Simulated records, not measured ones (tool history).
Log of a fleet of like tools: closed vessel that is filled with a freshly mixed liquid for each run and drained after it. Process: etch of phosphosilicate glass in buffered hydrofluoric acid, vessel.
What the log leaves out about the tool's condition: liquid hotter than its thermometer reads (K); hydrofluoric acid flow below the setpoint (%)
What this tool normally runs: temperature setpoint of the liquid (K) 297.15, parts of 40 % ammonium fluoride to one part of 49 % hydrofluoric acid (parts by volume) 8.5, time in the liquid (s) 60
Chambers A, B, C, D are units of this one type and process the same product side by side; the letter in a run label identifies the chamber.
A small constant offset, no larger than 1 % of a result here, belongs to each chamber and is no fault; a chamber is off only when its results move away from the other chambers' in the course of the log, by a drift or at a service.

run   hour  temperature setpoint of the liquid (K)  parts of 40 % ammonium fluoride to one part of 49 % hydrofluoric acid (parts by volume)  time in the liquid (s)  hours since the thermometer was replaced  hours since the hydrofluoric acid flow meter was replaced  read-back film thickness of the phosphosilicate glass reference wafer, read on the same gauge (nm)  thickness taken off the phosphosilicate glass on a monitor wafer (nm)
 1D    7.2                                  297.15                                                                                      8.5                      60                                    1014.7                                                      439.8                                                                                              89.993                                                                 494.11
 2C   14.6                                  297.15                                                                                      8.5                      60                                    1336.1                                                      528.6                                                                                              89.994                                                                 491.23
 3B   18.7                                  297.15                                                                                      8.5                      60                                    1254.9                                                     1526.1                                                                                              89.958                                                                 490.80
 4A   23.8                                  297.15                                                                                      8.5                      60                                    1186.8                                                      278.4                                                                                              90.016                                                                 488.26
 5A   30.0                                  297.15                                                                                      8.5                      60                                    1193.0                                                      284.6                                                                                              90.018                                                                 486.19
 6D   37.3                                  297.15                                                                                      8.5                      60                                    1044.8                                                      469.9                                                                                              89.993                                                                 488.34
 7C   42.3                                  297.15                                                                                      8.5                      60                                    1363.8                                                      556.3                                                                                              89.996                                                                 493.33
 8B   47.1                                  297.15                                                                                      8.5                      60                                    1283.3                                                     1554.5                                                                                              89.982                                                                 492.98
 9D   56.1                                  297.15                                                                                      8.5                      60                                    1063.6                                                      488.7                                                                                              90.031                                                                 480.21
10A   64.8                                  297.15                                                                                      8.5                      60                                    1227.8                                                      319.4                                                                                              89.999                                                                 491.26
11C   70.2                                  297.15                                                                                      8.5                      60                                    1391.7                                                      584.2                                                                                              90.003                                                                 485.98
12B   76.9                                  297.15                                                                                      8.5                      60                                    1313.1                                                     1584.3                                                                                              90.009                                                                 493.86
13D   83.8                                  297.15                                                                                      8.5                      60                                    1091.3                                                      516.4                                                                                              89.984                                                                 482.63
14C   91.9                                  297.15                                                                                     10.5                      40                                    1413.4                                                      605.9                                                                                              90.017                                                                 277.58
15A   97.9                                  297.15                                                                                     10.5                      40                                    1260.9                                                      352.5                                                                                              89.986                                                                 269.94
16B  104.0                                  297.15                                                                                     10.5                      40                                    1340.2                                                     1611.4                                                                                              89.957                                                                 275.52
17D  109.1                                  297.15                                                                                     10.5                      40                                    1116.6                                                      541.7                                                                                              89.981                                                                 262.55
18C  116.9                                  297.15                                                                                      8.5                      60                                    1438.4                                                      630.9                                                                                              90.019                                                                 489.19
     122.8  -- chamber A: thermometer replaced
19B  122.9                                  297.15                                                                                      8.5                      60                                    1359.1                                                     1630.3                                                                                              90.033                                                                 487.10
20A  132.0                                  297.15                                                                                      8.5                      60                                       9.3                                                      386.6                                                                                              90.000                                                                 484.32
21C  140.3                                  297.15                                                                                      8.5                      60                                    1461.8                                                      654.3                                                                                              90.019                                                                 492.06
22B  146.7                                  297.15                                                                                      7.0                      60                                    1382.9                                                     1654.1                                                                                              89.993                                                                 604.07
23D  154.7                                  297.15                                                                                      7.0                      60                                    1162.2                                                      587.3                                                                                              89.967                                                                 560.56
24A  162.7                                  297.15                                                                                      7.0                      60                                      40.0                                                      417.3                                                                                              90.006                                                                 597.03
25A  168.9                                  297.15                                                                                      7.0                      60                                      46.2                                                      423.5                                                                                              89.995                                                                 605.65
26D  174.2                                  297.15                                                                                      8.5                      60                                    1181.7                                                      606.8                                                                                              89.972                                                                 456.66
27C  181.2                                  297.15                                                                                      8.5                      60                                    1502.7                                                      695.2                                                                                              89.989                                                                 491.37
28B  188.8                                  297.15                                                                                      8.5                      60                                    1425.0                                                     1696.2                                                                                              90.010                                                                 493.30
29A  197.5                                  299.15                                                                                      8.5                      60                                      74.8                                                      452.1                                                                                              90.015                                                                 539.53
30B  206.0                                  299.15                                                                                      8.5                      60                                    1442.2                                                     1713.4                                                                                              89.989                                                                 544.13
31C  212.0                                  299.15                                                                                      8.5                      60                                    1533.5                                                      726.0                                                                                              90.009                                                                 550.24
32D  217.6                                  299.15                                                                                      8.5                      60                                    1225.1                                                      650.2                                                                                              90.004                                                                 497.39
33D  222.3                                  297.15                                                                                      6.5                      45                                    1229.8                                                      654.9                                                                                              90.007                                                                 439.51
34B  231.6                                  297.15                                                                                      6.5                      45                                    1467.8                                                     1739.0                                                                                              90.014                                                                 473.24
35C  237.0                                  297.15                                                                                      6.5                      45                                    1558.5                                                      751.0                                                                                              89.949                                                                 486.97
36A  244.9                                  297.15                                                                                      6.5                      45                                     122.2                                                      499.5                                                                                              90.022                                                                 482.91
37A  251.5                                  297.15                                                                                      8.5                      60                                     128.8                                                      506.1                                                                                              89.989                                                                 484.96
38C  256.5                                  297.15                                                                                      8.5                      60                                    1578.0                                                      770.5                                                                                              90.006                                                                 488.71
39D  261.8                                  297.15                                                                                      8.5                      60                                    1269.3                                                      694.4                                                                                              90.005                                                                 442.69
40B  267.1                                  297.15                                                                                      8.5                      60                                    1503.3                                                     1774.5                                                                                              89.979                                                                 486.11

Next, every chamber runs the same settings. What will each give?
41A  273.8                                  297.15                                                                                      8.5                      60                                                                                                                                                                                                                                                                               ?
41B  273.8                                  297.15                                                                                      8.5                      60                                                                                                                                                                                                                                                                               ?
41C  273.8                                  297.15                                                                                      8.5                      60                                                                                                                                                                                                                                                                               ?
41D  273.8                                  297.15                                                                                      8.5                      60                                                                                                                                                                                                                                                                               ?

run  thickness taken off the phosphosilicate glass on a monitor wafer (nm)
41A                                                                 487.43
41B                                                                 483.85
41C                                                                 490.87
41D                                                                 435.70
